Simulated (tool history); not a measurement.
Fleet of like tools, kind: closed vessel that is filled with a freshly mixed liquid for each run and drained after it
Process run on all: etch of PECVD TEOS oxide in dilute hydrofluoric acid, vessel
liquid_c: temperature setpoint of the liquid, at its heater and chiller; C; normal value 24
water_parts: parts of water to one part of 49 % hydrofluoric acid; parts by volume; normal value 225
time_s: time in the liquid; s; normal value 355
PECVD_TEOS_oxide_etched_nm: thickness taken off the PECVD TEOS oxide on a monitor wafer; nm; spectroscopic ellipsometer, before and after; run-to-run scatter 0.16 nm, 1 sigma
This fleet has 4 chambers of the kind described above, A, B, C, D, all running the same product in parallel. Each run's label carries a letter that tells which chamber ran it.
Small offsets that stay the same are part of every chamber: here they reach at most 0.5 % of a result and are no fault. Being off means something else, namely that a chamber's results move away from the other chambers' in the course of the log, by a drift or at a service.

run   hour  liquid_c  water_parts  time_s  read-back film thickness of the PECVD TEOS oxide reference wafer, read on the same gauge (nm)  PECVD_TEOS_oxide_etched_nm
 1B    6.7        24          225     355                                                                                         60.006                      24.217
 2D   14.9        24          225     355                                                                                         60.022                      24.215
 3C   20.2        24          225     355                                                                                         60.008                       23.96
 4A   30.2        24          225     355                                                                                         59.971                      24.193
 5B   37.3        24          225     355                                                                                         59.922                      24.271
 6A   47.6        24          225     355                                                                                         60.034                      24.057
 7C   52.5        24          225     355                                                                                         59.987                      24.547
 8D   57.6        24          225     355                                                                                         60.015                      24.208
 9B   64.3        24          225     355                                                                                         59.982                      24.295
10A   70.4        24          225     355                                                                                          59.99                      24.276
11C   75.8        24          225     355                                                                                         59.998                      24.481
12D   83.2        24          225     355                                                                                         60.006                      24.042
13B   90.3        24          225     355                                                                                         59.984                      23.912
14D   97.7        24          225     355                                                                                             60                      24.221
15C    103        24          225     355                                                                                         60.008                      25.222
16A  108.9        24          225     355                                                                                             60                       24.02
17B  117.5        24          225     355                                                                                         59.985                      23.824
18A  126.7        24          225     355                                                                                         59.986                      23.836
19C  135.9      27.5          225     355                                                                                         59.972                      28.474
20D  145.1      27.5          225     355                                                                                         60.015                      27.412
     150.4  -- chamber C: hydrofluoric acid flow meter replaced
21D  153.2      27.5          225     355                                                                                          59.97                      27.169
22C  160.4      27.5          225     355                                                                                         59.982                      28.911
23A  165.6        24          225     355                                                                                         60.033                      24.272
24B  174.3        24          225     355                                                                                         59.965                      24.166
25A  180.7        24          225     355                                                                                         60.003                      24.013
26C  189.1        24          225     355                                                                                         59.977                      26.255

Next, every chamber runs the same settings. What will each give?
27A  196.8        24          225     355                                                                                                                          ?
27B  196.8        24          225     355                                                                                                                          ?
27C  196.8        24          225     355                                                                                                                          ?
27D  196.8        24          225     355                                                                                                                          ?

run  PECVD_TEOS_oxide_etched_nm
27A                      24.095
27B                      24.225
27C                      26.051
27D                      24.302
